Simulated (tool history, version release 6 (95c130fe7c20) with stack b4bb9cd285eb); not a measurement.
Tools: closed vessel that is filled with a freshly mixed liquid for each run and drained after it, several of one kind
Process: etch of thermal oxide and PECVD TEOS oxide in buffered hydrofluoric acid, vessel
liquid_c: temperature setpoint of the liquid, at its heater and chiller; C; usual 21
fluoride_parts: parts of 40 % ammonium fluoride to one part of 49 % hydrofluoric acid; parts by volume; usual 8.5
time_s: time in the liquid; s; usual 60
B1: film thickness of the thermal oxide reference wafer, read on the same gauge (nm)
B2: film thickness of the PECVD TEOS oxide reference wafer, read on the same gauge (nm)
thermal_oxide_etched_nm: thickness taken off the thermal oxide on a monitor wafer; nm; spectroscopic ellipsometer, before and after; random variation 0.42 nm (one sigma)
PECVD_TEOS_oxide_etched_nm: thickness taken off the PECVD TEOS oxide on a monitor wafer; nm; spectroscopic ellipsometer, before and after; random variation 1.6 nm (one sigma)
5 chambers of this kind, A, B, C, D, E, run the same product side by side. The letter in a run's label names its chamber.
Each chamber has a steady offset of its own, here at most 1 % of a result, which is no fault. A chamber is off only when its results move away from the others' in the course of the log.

Run 1C, hour 7.3: usual settings; B1 89.972; B2 69.988. Result: thermal_oxide_etched_nm 64.801 nm, PECVD_TEOS_oxide_etched_nm 172.29 nm.
Run 2B, hour 12.7: usual settings; B1 89.983; B2 69.992. Result: thermal_oxide_etched_nm 63.744 nm, PECVD_TEOS_oxide_etched_nm 174.35 nm.
Run 3A, hour 17.8: usual settings; B1 89.995; B2 70.002. Result: thermal_oxide_etched_nm 63.916 nm, PECVD_TEOS_oxide_etched_nm 173.63 nm.
Run 4E, hour 21.2: usual settings; B1 90.032; B2 69.989. Result: thermal_oxide_etched_nm 63.783 nm, PECVD_TEOS_oxide_etched_nm 169.36 nm.
Run 5D, hour 27.9: usual settings; B1 89.979; B2 70.016. Result: thermal_oxide_etched_nm 64.154 nm, PECVD_TEOS_oxide_etched_nm 174.43 nm.
Run 6D, hour 31.5: usual settings; B1 90.048; B2 70.001. Result: thermal_oxide_etched_nm 64.089 nm, PECVD_TEOS_oxide_etched_nm 172.43 nm.
Run 7B, hour 37.9: usual settings; B1 89.962; B2 69.992. Result: thermal_oxide_etched_nm 63.707 nm, PECVD_TEOS_oxide_etched_nm 175.94 nm.
Run 8A, hour 43.9: usual settings; B1 89.999; B2 69.976. Result: thermal_oxide_etched_nm 63.849 nm, PECVD_TEOS_oxide_etched_nm 173.06 nm.
Run 9E, hour 47.8: usual settings; B1 90.035; B2 70.019. Result: thermal_oxide_etched_nm 64.325 nm, PECVD_TEOS_oxide_etched_nm 171.02 nm.
Run 10C, hour 53.6: usual settings; B1 90.001; B2 69.949. Result: thermal_oxide_etched_nm 64.097 nm, PECVD_TEOS_oxide_etched_nm 172.23 nm.
Run 11B, hour 58.5: usual settings; B1 89.990; B2 70.026. Result: thermal_oxide_etched_nm 63.788 nm, PECVD_TEOS_oxide_etched_nm 174.17 nm.
Run 12C, hour 64.2: usual settings; B1 90.050; B2 70.008. Result: thermal_oxide_etched_nm 64.490 nm, PECVD_TEOS_oxide_etched_nm 172.68 nm.
Run 13E, hour 68.6: usual settings but fluoride_parts 7.0 parts by volume; B1 90.010; B2 70.002. Result: thermal_oxide_etched_nm 78.603 nm, PECVD_TEOS_oxide_etched_nm 213.07 nm.
Run 14D, hour 75.1: usual settings but fluoride_parts 7.0 parts by volume; B1 89.971; B2 70.010. Result: thermal_oxide_etched_nm 80.382 nm, PECVD_TEOS_oxide_etched_nm 215.06 nm.
Run 15A, hour 79.5: usual settings but fluoride_parts 7.0 parts by volume; B1 90.012; B2 70.006. Result: thermal_oxide_etched_nm 78.614 nm, PECVD_TEOS_oxide_etched_nm 213.10 nm.
Run 16C, hour 83.6: usual settings but fluoride_parts 7.0 parts by volume; B1 90.016; B2 69.991. Result: thermal_oxide_etched_nm 78.802 nm, PECVD_TEOS_oxide_etched_nm 212.44 nm.
Run 17D, hour 91.1: usual settings but fluoride_parts 7.0 parts by volume; B1 90.023; B2 70.027. Result: thermal_oxide_etched_nm 78.565 nm, PECVD_TEOS_oxide_etched_nm 211.01 nm.
Run 18E, hour 94.9: usual settings; B1 90.015; B2 70.020. Result: thermal_oxide_etched_nm 63.343 nm, PECVD_TEOS_oxide_etched_nm 174.67 nm.
Run 19A, hour 100.9: usual settings; B1 89.985; B2 70.001. Result: thermal_oxide_etched_nm 63.719 nm, PECVD_TEOS_oxide_etched_nm 169.97 nm.
Run 20B, hour 106.3: usual settings; B1 89.998; B2 70.015. Result: thermal_oxide_etched_nm 63.841 nm, PECVD_TEOS_oxide_etched_nm 175.12 nm.
Run 21B, hour 111.1: usual settings; B1 89.986; B2 69.986. Result: thermal_oxide_etched_nm 63.844 nm, PECVD_TEOS_oxide_etched_nm 176.13 nm.
Run 22E, hour 114.5: usual settings; B1 90.046; B2 70.020. Result: thermal_oxide_etched_nm 63.817 nm, PECVD_TEOS_oxide_etched_nm 171.39 nm.
Run 23A, hour 118.2: usual settings but liquid_c 25 C, time_s 75 s; B1 89.991; B2 70.015. Result: thermal_oxide_etched_nm 97.856 nm, PECVD_TEOS_oxide_etched_nm 267.15 nm.
Run 24C, hour 124.5: usual settings but liquid_c 25 C, time_s 75 s; B1 89.990; B2 70.030. Result: thermal_oxide_etched_nm 98.814 nm, PECVD_TEOS_oxide_etched_nm 271.62 nm.
Run 25D, hour 131.5: usual settings but liquid_c 25 C, time_s 75 s; B1 90.035; B2 70.006. Result: thermal_oxide_etched_nm 101.220 nm, PECVD_TEOS_oxide_etched_nm 269.27 nm.
Run 26E, hour 136.3: usual settings but liquid_c 25 C, time_s 75 s; B1 89.991; B2 70.018. Result: thermal_oxide_etched_nm 99.291 nm, PECVD_TEOS_oxide_etched_nm 265.19 nm.
Run 27A, hour 142.6: usual settings but liquid_c 25 C, time_s 75 s; B1 89.983; B2 69.988. Result: thermal_oxide_etched_nm 97.872 nm, PECVD_TEOS_oxide_etched_nm 273.38 nm.
Run 28C, hour 146.6: usual settings; B1 90.017; B2 70.009. Result: thermal_oxide_etched_nm 64.407 nm, PECVD_TEOS_oxide_etched_nm 174.40 nm.
Run 29D, hour 151.3: usual settings but liquid_c 19 C, fluoride_parts 12.0 parts by volume; B1 89.948; B2 70.009. Result: thermal_oxide_etched_nm 41.678 nm, PECVD_TEOS_oxide_etched_nm 113.36 nm.
Run 30B, hour 156.0: usual settings but liquid_c 19 C, fluoride_parts 12.0 parts by volume; B1 90.011; B2 70.042. Result: thermal_oxide_etched_nm 41.685 nm, PECVD_TEOS_oxide_etched_nm 115.04 nm.
Run 31D, hour 163.5: usual settings but liquid_c 19 C, fluoride_parts 12.0 parts by volume; B1 90.026; B2 69.996. Result: thermal_oxide_etched_nm 42.317 nm, PECVD_TEOS_oxide_etched_nm 112.23 nm.
Run 32B, hour 171.0: usual settings but liquid_c 19 C, fluoride_parts 12.0 parts by volume; B1 89.998; B2 69.993. Result: thermal_oxide_etched_nm 42.144 nm, PECVD_TEOS_oxide_etched_nm 116.06 nm.
Run 33A, hour 175.9: usual settings but liquid_c 19 C, fluoride_parts 12.0 parts by volume; B1 89.948; B2 69.977. Result: thermal_oxide_etched_nm 41.874 nm, PECVD_TEOS_oxide_etched_nm 113.55 nm.
Run 34C, hour 180.9: usual settings but liquid_c 24 C, time_s 70 s; B1 90.003; B2 69.996. Result: thermal_oxide_etched_nm 88.761 nm, PECVD_TEOS_oxide_etched_nm 234.87 nm.
At hour 183.8: chamber B: hydrofluoric acid flow meter replaced.
Run 35E, hour 187.4: usual settings but liquid_c 24 C, time_s 70 s; B1 89.968; B2 70.017. Result: thermal_oxide_etched_nm 88.012 nm, PECVD_TEOS_oxide_etched_nm 238.39 nm.
Run 36B, hour 195.0: usual settings but liquid_c 24 C, time_s 70 s; B1 89.993; B2 69.982. Result: thermal_oxide_etched_nm 87.767 nm, PECVD_TEOS_oxide_etched_nm 240.63 nm.
Run 37A, hour 201.8: usual settings but liquid_c 24 C, time_s 70 s; B1 90.000; B2 69.949. Result: thermal_oxide_etched_nm 86.470 nm, PECVD_TEOS_oxide_etched_nm 235.49 nm.
Run 38E, hour 207.7: usual settings but liquid_c 24 C, time_s 70 s; B1 89.977; B2 70.008. Result: thermal_oxide_etched_nm 87.255 nm, PECVD_TEOS_oxide_etched_nm 235.10 nm.
Run 39D, hour 214.4: usual settings; B1 89.991; B2 69.966. Result: thermal_oxide_etched_nm 63.834 nm, PECVD_TEOS_oxide_etched_nm 172.57 nm.
Run 40C, hour 221.6: usual settings; B1 90.007; B2 69.982. Result: thermal_oxide_etched_nm 64.292 nm, PECVD_TEOS_oxide_etched_nm 171.88 nm.
Run 41D, hour 227.9: usual settings but time_s 90 s; B1 90.055; B2 69.966. Result: thermal_oxide_etched_nm 96.661 nm, PECVD_TEOS_oxide_etched_nm 261.95 nm.

What goes on in this fleet: one chamber off, a drifting gauge, or nothing beyond the chambers' own small offsets? Name the chamber and the cause, if any.

No chamber stands off beyond its own small offset, and the gauge holds steady.
